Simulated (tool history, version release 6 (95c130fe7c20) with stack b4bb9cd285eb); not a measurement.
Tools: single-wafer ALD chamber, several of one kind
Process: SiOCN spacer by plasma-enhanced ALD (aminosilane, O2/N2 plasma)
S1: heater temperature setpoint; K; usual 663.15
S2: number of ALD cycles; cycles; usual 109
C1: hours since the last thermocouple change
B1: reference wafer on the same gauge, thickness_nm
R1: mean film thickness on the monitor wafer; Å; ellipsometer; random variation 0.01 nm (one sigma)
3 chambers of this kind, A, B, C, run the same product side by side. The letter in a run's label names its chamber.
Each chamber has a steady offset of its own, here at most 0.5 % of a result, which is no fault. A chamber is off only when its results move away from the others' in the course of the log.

| run | day | S1 | S2 | C1 | B1 | R1 |
|---|---|---|---|---|---|---|
| 1C | 0.15 | 663.15 | 109 | 2576.6 | 7.7972 | 65.873 |
| 2B | 0.338 | 663.15 | 109 | 39.1 | 7.7963 | 65.762 |
| 3A | 0.504 | 663.15 | 109 | 785.2 | 7.7938 | 65.935 |
| 4A | 0.658 | 663.15 | 109 | 788.9 | 7.7946 | 65.88 |
| 5C | 0.842 | 663.15 | 109 | 2593.2 | 7.7899 | 65.969 |
| 6B | 1.017 | 672.15 | 121 | 55.4 | 7.7878 | 73.133 |
| 7A | 1.154 | 672.15 | 121 | 800.8 | 7.7885 | 73.04 |
| 8B | 1.367 | 672.15 | 121 | 63.8 | 7.7867 | 73.056 |
| 9C | 1.5 | 663.15 | 109 | 2609 | 7.7869 | 65.936 |
| 10C | 1.688 | 663.15 | 109 | 2613.5 | 7.7805 | 65.778 |
| 11A | 1.838 | 663.15 | 109 | 817.2 | 7.7783 | 65.895 |
| 12B | 2.033 | 663.15 | 109 | 79.8 | 7.7797 | 65.745 |
| 13A | 2.225 | 663.15 | 109 | 826.5 | 7.7787 | 65.621 |
| 14B | 2.412 | 663.15 | 109 | 88.9 | 7.7769 | 65.556 |
| 15C | 2.525 | 663.15 | 109 | 2633.6 | 7.7744 | 65.651 |
| 16B | 2.688 | 663.15 | 109 | 95.5 | 7.7694 | 65.695 |
| 17C | 2.85 | 663.15 | 109 | 2641.4 | 7.7712 | 65.486 |
| 18A | 3.017 | 663.15 | 109 | 845.5 | 7.7679 | 65.708 |
| 19A | 3.121 | 663.15 | 109 | 848 | 7.7659 | 65.669 |
| 20C | 3.325 | 663.15 | 109 | 2652.8 | 7.7651 | 65.712 |
| 21B | 3.508 | 663.15 | 109 | 115.2 | 7.7609 | 65.542 |
| 22C | 3.667 | 663.15 | 109 | 2661 | 7.7613 | 65.649 |
| 23A | 3.862 | 663.15 | 109 | 865.8 | 7.7609 | 65.485 |
| 24B | 4.046 | 663.15 | 109 | 128.1 | 7.7565 | 65.609 |
| 25A | 4.2 | 663.15 | 109 | 873.9 | 7.7544 | 65.397 |
| 26C | 4.367 | 663.15 | 109 | 2677.8 | 7.7523 | 65.636 |
| 27B | 4.488 | 663.15 | 109 | 138.7 | 7.7501 | 65.439 |

Next, every chamber runs the same settings. What will each give?
| 28A | 4.642 | 663.15 | 109 |  |  | ? |
| 28B | 4.642 | 663.15 | 109 |  |  | ? |
| 28C | 4.642 | 663.15 | 109 |  |  | ? |

| run | R1 |
|---|---|
| 28A | 65.635 |
| 28B | 65.417 |
| 28C | 65.731 |
